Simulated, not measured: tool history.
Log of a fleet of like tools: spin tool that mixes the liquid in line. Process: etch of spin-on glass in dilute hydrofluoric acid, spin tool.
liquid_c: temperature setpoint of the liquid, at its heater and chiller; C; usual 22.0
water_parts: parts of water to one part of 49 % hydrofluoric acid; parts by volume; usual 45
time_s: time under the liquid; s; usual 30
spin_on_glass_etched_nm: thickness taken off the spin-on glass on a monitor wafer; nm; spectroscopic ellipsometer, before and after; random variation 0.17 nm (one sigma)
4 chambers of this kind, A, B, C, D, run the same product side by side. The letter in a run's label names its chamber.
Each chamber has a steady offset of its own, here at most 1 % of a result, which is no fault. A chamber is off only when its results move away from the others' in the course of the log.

run,day,liquid_c,water_parts,time_s,hours since the thermometer was replaced,hours since the hydrofluoric acid flow meter was replaced,"read-back film thickness of the spin-on glass reference wafer, read on the same gauge (nm)",spin_on_glass_etched_nm
1A,0.192,22.0,45,30,8.8,1660.7,109.99,17.495
2C,0.338,22.0,45,30,713.2,1564.8,109.99,16.947
3D,0.542,22.0,45,30,869.5,504.3,109.99,16.760
4B,0.700,22.0,45,30,226.5,534.7,110.01,17.291
5C,0.908,22.0,45,50,726.9,1578.5,110.00,28.278
6D,1.112,22.0,45,50,883.2,518.0,109.99,27.851
7B,1.221,22.0,45,50,239.0,547.2,110.01,28.318
8A,1.358,22.0,45,50,36.8,1688.7,110.00,28.899
9C,1.488,22.0,45,30,740.8,1592.4,109.99,16.949
10D,1.654,22.0,45,30,896.2,531.0,110.00,16.862
11A,1.800,22.0,45,30,47.4,1699.3,109.99,17.050
12B,1.996,22.0,45,30,257.6,565.8,109.99,17.193
13A,2.196,22.0,45,30,56.9,1708.8,110.00,16.962
14B,2.333,20.0,30,30,265.7,573.9,110.02,24.449
15D,2.479,20.0,30,30,916.0,550.8,109.99,23.940
16C,2.629,20.0,30,30,768.2,1619.8,110.02,23.877
17B,2.762,20.0,30,30,276.0,584.2,109.99,23.997
18C,2.946,22.0,45,30,775.8,1627.4,109.98,17.175
19A,3.075,22.0,45,30,78.0,1729.9,110.00,16.977
20D,3.271,22.0,45,30,935.0,569.8,110.00,16.893
21D,3.433,22.0,45,30,938.9,573.7,109.99,16.808
22B,3.621,22.0,45,30,296.6,604.8,110.00,16.845
23C,3.825,22.0,45,30,796.9,1648.5,109.99,17.491
24A,3.979,22.0,45,30,99.7,1751.6,109.99,17.039
25B,4.104,22.0,45,30,308.2,616.4,110.01,17.500
26A,4.208,18.5,45,30,105.2,1757.1,109.99,14.862
27D,4.392,18.5,45,30,961.9,596.7,110.00,14.316
28C,4.592,18.5,45,30,815.3,1666.9,110.00,14.783
29A,4.800,18.5,45,30,119.4,1771.3,110.00,14.824
30B,4.992,22.0,45,20,329.5,637.7,110.00,11.383
31C,5.096,22.0,45,20,827.4,1679.0,109.99,11.469
32D,5.246,22.0,45,20,982.4,617.2,110.00,11.201
33D,5.450,22.0,45,20,987.3,622.1,110.01,11.418
34B,5.612,22.0,45,30,344.4,652.6,110.00,17.281
35C,5.750,22.0,45,30,843.1,1694.7,109.99,16.813
36A,5.842,22.0,45,30,144.4,1796.3,110.01,16.810
37D,5.996,22.0,45,30,1000.4,635.2,110.00,16.918
38C,6.200,22.0,45,30,853.9,1705.5,110.00,17.239
39A,6.392,22.0,45,45,157.6,1809.5,110.00,25.875
40B,6.562,22.0,45,45,367.2,675.4,110.00,25.569
41B,6.658,22.0,45,45,369.5,677.7,109.98,26.273
42A,6.788,22.0,45,45,167.1,1819.0,110.00,25.990

All 4 chambers run these settings next. Forecast each chamber's results:
43A,6.938,22.0,45,30,,,,?
43B,6.938,22.0,45,30,,,,?
43C,6.938,22.0,45,30,,,,?
43D,6.938,22.0,45,30,,,,?

run,spin_on_glass_etched_nm
43A,17.122
43B,17.468
43C,16.968
43D,17.344
